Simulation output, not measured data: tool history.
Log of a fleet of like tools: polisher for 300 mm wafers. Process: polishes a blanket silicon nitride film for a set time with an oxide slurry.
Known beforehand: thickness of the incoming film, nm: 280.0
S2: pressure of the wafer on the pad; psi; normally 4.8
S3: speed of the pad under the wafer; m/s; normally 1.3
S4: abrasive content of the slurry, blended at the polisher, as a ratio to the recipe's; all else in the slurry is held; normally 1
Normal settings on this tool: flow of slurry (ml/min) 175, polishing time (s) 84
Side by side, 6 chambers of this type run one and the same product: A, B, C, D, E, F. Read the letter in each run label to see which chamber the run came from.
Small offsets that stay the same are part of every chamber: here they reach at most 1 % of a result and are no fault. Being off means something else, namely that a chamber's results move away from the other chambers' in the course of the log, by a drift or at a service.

run 1C hour=3.1 | flow_of_slurry_(ml/min)=175 S2=4.8 S3=1.3 S4=1 polishing_time_(s)=84 | film_removed_(angstrom)=869.12
run 2F hour=7 | flow_of_slurry_(ml/min)=175 S2=4.8 S3=1.3 S4=1 polishing_time_(s)=84 | film_removed_(angstrom)=853.29
run 3D hour=10.2 | flow_of_slurry_(ml/min)=175 S2=4.8 S3=1.3 S4=1 polishing_time_(s)=84 | film_removed_(angstrom)=865.59
run 4E hour=12.8 | flow_of_slurry_(ml/min)=175 S2=4.8 S3=1.3 S4=1 polishing_time_(s)=84 | film_removed_(angstrom)=869.23
run 5A hour=16.6 | flow_of_slurry_(ml/min)=175 S2=4.8 S3=1.3 S4=1 polishing_time_(s)=84 | film_removed_(angstrom)=865.33
run 6B hour=20.2 | flow_of_slurry_(ml/min)=175 S2=4.8 S3=1.3 S4=1 polishing_time_(s)=84 | film_removed_(angstrom)=840.19
-- hour=23.3 chamber E: slurry blender recalibrated
run 7C hour=23.9 | flow_of_slurry_(ml/min)=175 S2=4.8 S3=1.52 S4=0.85 polishing_time_(s)=84 | film_removed_(angstrom)=889.85
run 8B hour=27.5 | flow_of_slurry_(ml/min)=175 S2=4.8 S3=1.52 S4=0.85 polishing_time_(s)=84 | film_removed_(angstrom)=901.36
-- hour=28.3 chamber A: slurry blender recalibrated
-- hour=28.8 chamber F: worn pad replaced by a new one
run 9A hour=32.3 | flow_of_slurry_(ml/min)=175 S2=4.8 S3=1.52 S4=0.85 polishing_time_(s)=84 | film_removed_(angstrom)=880.11
run 10E hour=36.9 | flow_of_slurry_(ml/min)=175 S2=4.8 S3=1.52 S4=0.85 polishing_time_(s)=84 | film_removed_(angstrom)=908.48
-- hour=38.5 chamber D: conditioning disc replaced and pad reconditioned
run 11F hour=39.6 | flow_of_slurry_(ml/min)=175 S2=4.8 S3=1.52 S4=0.85 polishing_time_(s)=84 | film_removed_(angstrom)=912.56
run 12D hour=43.5 | flow_of_slurry_(ml/min)=175 S2=4.8 S3=1.52 S4=0.85 polishing_time_(s)=84 | film_removed_(angstrom)=911.88
run 13B hour=47.8 | flow_of_slurry_(ml/min)=175 S2=4.8 S3=1.3 S4=1 polishing_time_(s)=84 | film_removed_(angstrom)=865.11
-- hour=49.7 chamber F: slurry nozzle cleaned
run 14D hour=52.2 | flow_of_slurry_(ml/min)=175 S2=4.8 S3=1.3 S4=1 polishing_time_(s)=84 | film_removed_(angstrom)=869.8
run 15C hour=55.7 | flow_of_slurry_(ml/min)=175 S2=4.8 S3=1.3 S4=1 polishing_time_(s)=84 | film_removed_(angstrom)=852.02
-- hour=56.4 chamber E: slurry nozzle cleaned
run 16A hour=58.3 | flow_of_slurry_(ml/min)=175 S2=4.8 S3=1.3 S4=1 polishing_time_(s)=84 | film_removed_(angstrom)=856.23
-- hour=62.3 chamber B: conditioning disc replaced and pad reconditioned
run 17E hour=63.9 | flow_of_slurry_(ml/min)=175 S2=4.8 S3=1.3 S4=1 polishing_time_(s)=84 | film_removed_(angstrom)=846.92
run 18F hour=68.5 | flow_of_slurry_(ml/min)=175 S2=4.8 S3=1.3 S4=1 polishing_time_(s)=84 | film_removed_(angstrom)=869.97
-- hour=71.2 chamber D: worn pad replaced by a new one
run 19E hour=71.5 | flow_of_slurry_(ml/min)=175 S2=4.8 S3=1.3 S4=1 polishing_time_(s)=84 | film_removed_(angstrom)=874.58
run 20B hour=76.5 | flow_of_slurry_(ml/min)=175 S2=4.8 S3=1.3 S4=0.85 polishing_time_(s)=84 | film_removed_(angstrom)=784.97
run 21F hour=80.2 | flow_of_slurry_(ml/min)=175 S2=4.8 S3=1.3 S4=0.85 polishing_time_(s)=84 | film_removed_(angstrom)=808.2
-- hour=80.3 chamber A: head pressure recalibrated
run 22C hour=85.5 | flow_of_slurry_(ml/min)=175 S2=4.8 S3=1.3 S4=0.85 polishing_time_(s)=84 | film_removed_(angstrom)=810.01
run 23D hour=89.3 | flow_of_slurry_(ml/min)=175 S2=4.8 S3=1.3 S4=0.85 polishing_time_(s)=84 | film_removed_(angstrom)=794.99
run 24A hour=93.4 | flow_of_slurry_(ml/min)=175 S2=4.8 S3=1.3 S4=0.85 polishing_time_(s)=84 | film_removed_(angstrom)=767.18
-- hour=96.5 chamber F: conditioning disc replaced and pad reconditioned
run 25D hour=97.8 | flow_of_slurry_(ml/min)=175 S2=4.8 S3=1.3 S4=0.85 polishing_time_(s)=84 | film_removed_(angstrom)=783.44
run 26B hour=101.4 | flow_of_slurry_(ml/min)=175 S2=4.8 S3=1.3 S4=1 polishing_time_(s)=84 | film_removed_(angstrom)=860.45
run 27C hour=104.2 | flow_of_slurry_(ml/min)=215 S2=4.8 S3=1.3 S4=1 polishing_time_(s)=101 | film_removed_(angstrom)=1076.7
-- hour=106.2 chamber C: worn pad replaced by a new one
-- hour=109.1 chamber C: slurry nozzle cleaned
run 28A hour=109.6 | flow_of_slurry_(ml/min)=215 S2=4.8 S3=1.3 S4=1 polishing_time_(s)=101 | film_removed_(angstrom)=1023.8
run 29F hour=112.7 | flow_of_slurry_(ml/min)=215 S2=4.8 S3=1.3 S4=1 polishing_time_(s)=101 | film_removed_(angstrom)=1043.1
run 30E hour=117.8 | flow_of_slurry_(ml/min)=215 S2=4.8 S3=1.3 S4=1 polishing_time_(s)=101 | film_removed_(angstrom)=1085.7
run 31B hour=121.4 | flow_of_slurry_(ml/min)=215 S2=4.8 S3=1.3 S4=1 polishing_time_(s)=101 | film_removed_(angstrom)=1085
run 32D hour=127.1 | flow_of_slurry_(ml/min)=215 S2=4.8 S3=1.3 S4=1 polishing_time_(s)=101 | film_removed_(angstrom)=1064.6
-- hour=128.6 chamber F: slurry blender recalibrated
run 33A hour=132.6 | flow_of_slurry_(ml/min)=175 S2=4.8 S3=1.3 S4=1 polishing_time_(s)=84 | film_removed_(angstrom)=796
run 34E hour=135.9 | flow_of_slurry_(ml/min)=175 S2=4.8 S3=1.3 S4=1 polishing_time_(s)=84 | film_removed_(angstrom)=869.69
run 35C hour=140.8 | flow_of_slurry_(ml/min)=175 S2=4.8 S3=1.3 S4=1 polishing_time_(s)=84 | film_removed_(angstrom)=877.56
run 36F hour=146.1 | flow_of_slurry_(ml/min)=175 S2=4.8 S3=1.3 S4=1 polishing_time_(s)=84 | film_removed_(angstrom)=868.12
run 37B hour=150 | flow_of_slurry_(ml/min)=175 S2=4.8 S3=1.3 S4=1 polishing_time_(s)=84 | film_removed_(angstrom)=833.29
-- hour=151.8 chamber A: conditioning disc replaced and pad reconditioned
run 38F hour=153.2 | flow_of_slurry_(ml/min)=195 S2=4.8 S3=1.3 S4=1 polishing_time_(s)=84 | film_removed_(angstrom)=856.21
run 39C hour=156.8 | flow_of_slurry_(ml/min)=195 S2=4.8 S3=1.3 S4=1 polishing_time_(s)=84 | film_removed_(angstrom)=859.11
-- hour=158.9 chamber D: slurry blender recalibrated
run 40D hour=161.7 | flow_of_slurry_(ml/min)=195 S2=4.8 S3=1.3 S4=1 polishing_time_(s)=84 | film_removed_(angstrom)=865.72
run 41A hour=164.8 | flow_of_slurry_(ml/min)=195 S2=4.8 S3=1.3 S4=1 polishing_time_(s)=84 | film_removed_(angstrom)=792.73

Decide between three cases: one chamber stands off from its peers, the gauge reading all wafers drifts, or nothing is wrong past each chamber's small offset. Where a chamber is off, say which and what most likely put it there.

It is chamber A that slowly wanders off from its peers.
Cause: removal rate lost through wear of the pad, % = 10.
With only this log, it may be confused with: slurry flow missing at the pad, %.

Chamber A could run next with any of the 4 candidate recipes listed below; each alters the usual settings, and their results appear as question marks. Which one brings its results back in line with what the other chambers deliver on the usual settings?
Counts as in line when no further than this from what the other chambers average on the usual settings: film removed (angstrom) 40
run 42A-1 hour=169.1 | flow_of_slurry_(ml/min)=175 S2=4.6 S3=1.26 S4=1 polishing_time_(s)=81 | film_removed_(angstrom)=?
run 42A-2 hour=169.1 | flow_of_slurry_(ml/min)=175 S2=5 S3=1.34 S4=1 polishing_time_(s)=87 | film_removed_(angstrom)=?
run 42A-3 hour=169.1 | flow_of_slurry_(ml/min)=175 S2=3.9 S3=1.3 S4=1 polishing_time_(s)=84 | film_removed_(angstrom)=?
run 42A-4 hour=169.1 | flow_of_slurry_(ml/min)=175 S2=4.8 S3=1.42 S4=1 polishing_time_(s)=94 | film_removed_(angstrom)=?

The other chambers' mean on the usual settings: film removed (angstrom) 858.53
run=42A-1 film_removed_(angstrom)=695.07
run=42A-2 film_removed_(angstrom)=853.04
run=42A-3 film_removed_(angstrom)=626.89
run=42A-4 film_removed_(angstrom)=927.45
It is 42A-2 that realigns the chamber with its peers.
